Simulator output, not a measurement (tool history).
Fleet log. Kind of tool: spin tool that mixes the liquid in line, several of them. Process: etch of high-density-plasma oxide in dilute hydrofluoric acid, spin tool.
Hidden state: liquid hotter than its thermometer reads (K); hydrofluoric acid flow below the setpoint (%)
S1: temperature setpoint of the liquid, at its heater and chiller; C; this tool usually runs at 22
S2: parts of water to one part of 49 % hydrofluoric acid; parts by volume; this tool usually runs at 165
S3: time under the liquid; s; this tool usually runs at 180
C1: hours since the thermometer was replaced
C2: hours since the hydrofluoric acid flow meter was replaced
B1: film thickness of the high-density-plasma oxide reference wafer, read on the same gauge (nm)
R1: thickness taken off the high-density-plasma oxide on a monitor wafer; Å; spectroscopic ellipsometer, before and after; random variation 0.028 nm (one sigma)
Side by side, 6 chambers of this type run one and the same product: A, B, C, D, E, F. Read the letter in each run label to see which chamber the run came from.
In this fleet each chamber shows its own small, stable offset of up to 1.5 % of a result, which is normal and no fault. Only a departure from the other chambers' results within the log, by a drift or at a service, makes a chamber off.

run   hour  S1   S2   S3      C1      C2      B1      R1
 1C    4.3  22  165  180   803.6   636.4  70.026  47.734
 2B   10.8  22  165  180    74.4   397.7  69.988  47.678
 3F     18  22  165  180   439.7  2044.6      70  48.169
 4E   25.8  22  165  180  1362.8   324.1  69.998  47.807
 5D   31.7  22  165  180   222.1   487.1  69.996  47.881
 6A   39.8  22  165  180   923.7   501.1  69.997  46.718
 7C   46.7  22  165  180     846   678.8  69.978  47.999
 8E   54.9  22  165  180  1391.9   353.2  69.998  47.166
 9A     59  22  165  180   942.9   520.3  69.972   46.96
10D   67.5  22  200  180   257.9   522.9  69.981  38.202
11B   72.2  22  200  180   135.8   459.1   69.96  38.388
12F   80.5  22  200  180   502.2  2107.1  70.008  38.237
13E   88.6  22  200  180  1425.6   386.9  69.979  37.284
      89.5  -- chamber F: thermometer replaced
14D   96.4  22  200  180   286.8   551.8   70.01  37.734
15A  103.7  22  200  180   987.6     565  70.009  37.979
16C  109.1  24  165  180   908.4   741.2   70.01  50.918
17F  115.5  24  165  180      26  2142.1  69.989  51.835
18B  120.7  24  165  180   184.3   507.6  70.027  50.313
19E  127.1  24  165  180  1464.1   425.4  70.033  51.233
20D  134.5  24  165  180   324.9   589.9  69.994  51.377
21A  140.7  24  165  180  1024.6     602   69.99  50.585
22C  144.8  22  165  180   944.1   776.9  69.996  47.751
23B  151.4  22  165  180     215   538.3  69.967  46.734
24F  155.8  18  100  180    66.3  2182.4  70.028  73.257
25D  160.7  18  100  180   351.1   616.1  69.984  72.861
26A  165.7  18  100  180  1049.6     627  70.002  70.472
27F  169.7  18  100  180    80.2  2196.3  70.036  73.217
28C  176.8  18  100  180   976.1   808.9  69.954  71.094
29E    182  18  100  180    1519   480.3  69.965  72.326
30B  186.6  25  165  130   250.2   573.5  69.979  36.936
31A  191.8  25  165  130  1075.7   653.1  69.995  38.491
32B  197.9  25  165  130   261.5   584.8  70.005  36.852
33D  202.4  25  165  130   392.8   657.8  69.975   38.63
34F  207.4  25  165  130   117.9    2234  69.973  38.769
35E  213.8  25  165  130  1550.8   512.1  70.004  38.227
36C  221.4  22  165  180  1020.7   853.5  69.988  47.703
37E  228.4  22  165  180  1565.4   526.7  70.016  47.601

Read the log: is a single chamber off, either drifting away or since a service, is the gauge that measures every chamber drifting, or is nothing wrong beyond small per-chamber offsets? Name any odd chamber and what most likely caused it.

Chamber B drifts away from the others.
What lies behind it: hydrofluoric acid flow below the setpoint (%) = 5.69.
With only this log, it may be confused with: liquid colder than its thermometer reads (K).

Chamber B could run next with any of the 4 candidate recipes listed below; each alters the usual settings, and their results appear as question marks. Which one brings its results back in line with what the other chambers deliver on the usual settings?
In line here means within this much of the mean the other chambers give on the usual settings: R1 0.99 Å
38B-1  234.8    22  165  160               ?
38B-2  234.8  22.5  165  200               ?
38B-3  234.8    22  160  185               ?
38B-4  234.8    22  165  170               ?

The other chambers' mean on the usual settings: R1 47.576 Å
  run      R1
38B-1  39.768
38B-2  50.651
38B-3  47.667
38B-4  42.254
Change 38B-3 lands the chamber within the allowed miss of the other chambers.
